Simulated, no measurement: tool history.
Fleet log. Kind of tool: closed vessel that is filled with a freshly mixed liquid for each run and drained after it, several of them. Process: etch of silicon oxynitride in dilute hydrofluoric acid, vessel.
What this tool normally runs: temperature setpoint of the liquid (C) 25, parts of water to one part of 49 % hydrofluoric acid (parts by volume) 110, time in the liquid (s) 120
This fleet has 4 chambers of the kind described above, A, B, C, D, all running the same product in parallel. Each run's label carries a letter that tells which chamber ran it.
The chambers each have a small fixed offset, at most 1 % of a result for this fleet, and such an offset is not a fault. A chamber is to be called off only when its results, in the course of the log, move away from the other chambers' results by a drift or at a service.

run,hour,temperature setpoint of the liquid (C),parts of water to one part of 49 % hydrofluoric acid (parts by volume),time in the liquid (s),"read-back film thickness of the silicon oxynitride reference wafer, read on the same gauge (nm)",thickness taken off the silicon oxynitride on a monitor wafer (angstrom)
# hour 6.9: chamber A: thermometer replaced
1C,7.8,25,110,120,150.01,48.508
2D,19.3,25,110,120,149.98,47.717
3A,27.1,25,110,120,150,48.82
4B,37.3,25,110,120,150.01,47.813
5A,48,25,110,120,149.99,48.018
6D,61.1,25,145,165,150,48.45
7C,72.8,25,145,165,150,48.939
8B,86.9,25,145,165,149.97,48.196
9B,96.3,25,145,165,150.03,48.34
10D,107.5,25,110,120,149.97,47.31
11A,119.4,25,110,120,150,47.573
12C,126.9,25,110,120,149.97,47.954
13D,138.6,23,110,185,149.99,67.334
14C,146.6,23,110,185,150.01,68.754
15B,153.8,23,110,185,150.02,68.011
16A,167.9,23,110,185,149.99,64.72
17C,182.2,25,110,120,149.99,47.743
18D,197.6,25,110,120,149.99,48.23
19B,209.7,25,110,120,150.01,47.517
20A,220.7,22,110,85,149.98,28.262
21C,228.7,22,110,85,150,30.23
22D,235.4,22,110,85,150.02,29.719
23A,247.5,22,110,85,150.01,28.088
24B,257.5,25,110,120,150.02,47.337
25B,271.9,25,110,120,150.01,47.645
# hour 281.8: chamber B: hydrofluoric acid flow meter replaced
26C,282.8,25,110,120,149.97,48.595
# hour 296.5: chamber D: thermometer replaced
27D,296.7,25,110,120,149.96,47.232
28A,305.7,25,110,120,150.03,43.329
29A,318.4,23,110,120,150,39.407
# hour 323.3: chamber C: hydrofluoric acid flow meter replaced
30D,325.2,23,110,120,149.97,43.543
31B,335.7,23,110,120,150.01,43.348
32C,348.5,23,110,120,150,43.96

All chambers now run identical settings, listed one chamber a line with results as question marks. What results will each chamber show?
33A,359.5,25,110,170,,?
33B,359.5,25,110,170,,?
33C,359.5,25,110,170,,?
33D,359.5,25,110,170,,?

run,thickness taken off the silicon oxynitride on a monitor wafer (angstrom)
33A,59.934
33B,69.053
33C,68.372
33D,67.453
